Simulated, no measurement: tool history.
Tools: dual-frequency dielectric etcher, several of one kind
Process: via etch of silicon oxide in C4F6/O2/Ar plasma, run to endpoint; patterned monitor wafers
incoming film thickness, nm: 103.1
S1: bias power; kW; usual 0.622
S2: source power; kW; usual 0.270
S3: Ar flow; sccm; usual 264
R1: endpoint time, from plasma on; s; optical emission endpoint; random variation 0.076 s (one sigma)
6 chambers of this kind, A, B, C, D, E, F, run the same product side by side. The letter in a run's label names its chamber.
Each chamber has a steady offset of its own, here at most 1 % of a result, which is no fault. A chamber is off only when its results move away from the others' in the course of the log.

run 1F hour=6.8 | S1=0.622 S2=0.270 S3=264 | R1=23.907
-- hour=14.8 chamber C: wet clean of the chamber
-- hour=16.7 chamber D: wet clean of the chamber
run 2D hour=17.8 | S1=0.622 S2=0.270 S3=264 | R1=23.992
run 3B hour=23.2 | S1=0.622 S2=0.270 S3=264 | R1=23.975
run 4E hour=34.2 | S1=0.622 S2=0.270 S3=264 | R1=23.745
run 5A hour=45.6 | S1=0.622 S2=0.270 S3=264 | R1=23.813
run 6C hour=53.8 | S1=0.622 S2=0.270 S3=264 | R1=23.944
run 7A hour=65.7 | S1=0.622 S2=0.270 S3=264 | R1=23.679
run 8E hour=76.6 | S1=0.622 S2=0.270 S3=264 | R1=23.698
run 9B hour=86.8 | S1=0.622 S2=0.270 S3=264 | R1=24.003
run 10C hour=98.9 | S1=0.622 S2=0.300 S3=264 | R1=22.987
-- hour=105.6 chamber E: wet clean of the chamber
run 11D hour=110.3 | S1=0.622 S2=0.300 S3=264 | R1=23.099
run 12F hour=118.2 | S1=0.622 S2=0.300 S3=264 | R1=22.922
run 13B hour=124.3 | S1=0.622 S2=0.300 S3=264 | R1=23.029
run 14D hour=129.7 | S1=0.622 S2=0.300 S3=264 | R1=22.960
run 15A hour=141.9 | S1=0.622 S2=0.300 S3=264 | R1=22.865
run 16E hour=153.4 | S1=0.622 S2=0.270 S3=264 | R1=23.745
run 17C hour=165.2 | S1=0.622 S2=0.270 S3=264 | R1=23.955
run 18F hour=172.9 | S1=0.622 S2=0.270 S3=264 | R1=23.728
run 19C hour=178.8 | S1=0.622 S2=0.340 S3=264 | R1=21.965
-- hour=182.4 chamber F: wet clean of the chamber
run 20A hour=187.8 | S1=0.622 S2=0.340 S3=264 | R1=21.807
run 21E hour=199.4 | S1=0.622 S2=0.340 S3=264 | R1=21.691
run 22B hour=206.6 | S1=0.622 S2=0.340 S3=264 | R1=22.013
run 23F hour=217.4 | S1=0.622 S2=0.340 S3=264 | R1=22.393
run 24D hour=226.5 | S1=0.622 S2=0.340 S3=264 | R1=21.998
-- hour=233.3 chamber A: wet clean of the chamber
run 25B hour=233.3 | S1=0.622 S2=0.270 S3=264 | R1=23.969
run 26C hour=239.8 | S1=0.622 S2=0.270 S3=264 | R1=23.932
run 27F hour=251.9 | S1=0.622 S2=0.270 S3=264 | R1=24.254
run 28E hour=262.4 | S1=0.622 S2=0.220 S3=304 | R1=25.950
run 29D hour=268.7 | S1=0.622 S2=0.220 S3=304 | R1=26.104
run 30A hour=276.1 | S1=0.622 S2=0.220 S3=304 | R1=25.907
run 31D hour=282.3 | S1=0.622 S2=0.220 S3=304 | R1=26.140
-- hour=283.8 chamber B: wet clean of the chamber
run 32A hour=289.1 | S1=0.622 S2=0.220 S3=304 | R1=25.837
run 33C hour=299.4 | S1=0.622 S2=0.220 S3=304 | R1=25.937
run 34E hour=305.6 | S1=0.622 S2=0.270 S3=264 | R1=23.663
run 35F hour=315.4 | S1=0.622 S2=0.220 S3=209 | R1=25.360
-- hour=320.4 chamber B: source power generator calibrated
run 36B hour=324.4 | S1=0.622 S2=0.220 S3=209 | R1=25.284
run 37D hour=332.7 | S1=0.622 S2=0.220 S3=209 | R1=25.008
run 38A hour=338.5 | S1=0.622 S2=0.220 S3=209 | R1=24.829

Is one chamber off against the others, does the gauge drift, or is nothing wrong? If a chamber is off, say which, and what the likeliest cause is.

A service left chamber F off against the others.
Cause: etch rate under this chamber's usual, % = 2.07.

Here are 4 candidates for chamber F's next run, each the usual settings with a change, their results left as question marks. Which one brings its results back in line with what the others give on the usual settings?
In line means no further than this from the other chambers' mean on the usual settings: R1 0.270 s
run 39F-1 hour=347.3 | S1=0.591 S2=0.260 S3=268 | R1=?
run 39F-2 hour=347.3 | S1=0.622 S2=0.260 S3=267 | R1=?
run 39F-3 hour=347.3 | S1=0.635 S2=0.280 S3=262 | R1=?
run 39F-4 hour=347.3 | S1=0.653 S2=0.280 S3=260 | R1=?

The other chambers' mean on the usual settings: R1 23.841 s
run=39F-1 R1=25.098
run=39F-2 R1=24.591
run=39F-3 R1=23.700
run=39F-4 R1=23.422
39F-3 brings the chamber back in line.

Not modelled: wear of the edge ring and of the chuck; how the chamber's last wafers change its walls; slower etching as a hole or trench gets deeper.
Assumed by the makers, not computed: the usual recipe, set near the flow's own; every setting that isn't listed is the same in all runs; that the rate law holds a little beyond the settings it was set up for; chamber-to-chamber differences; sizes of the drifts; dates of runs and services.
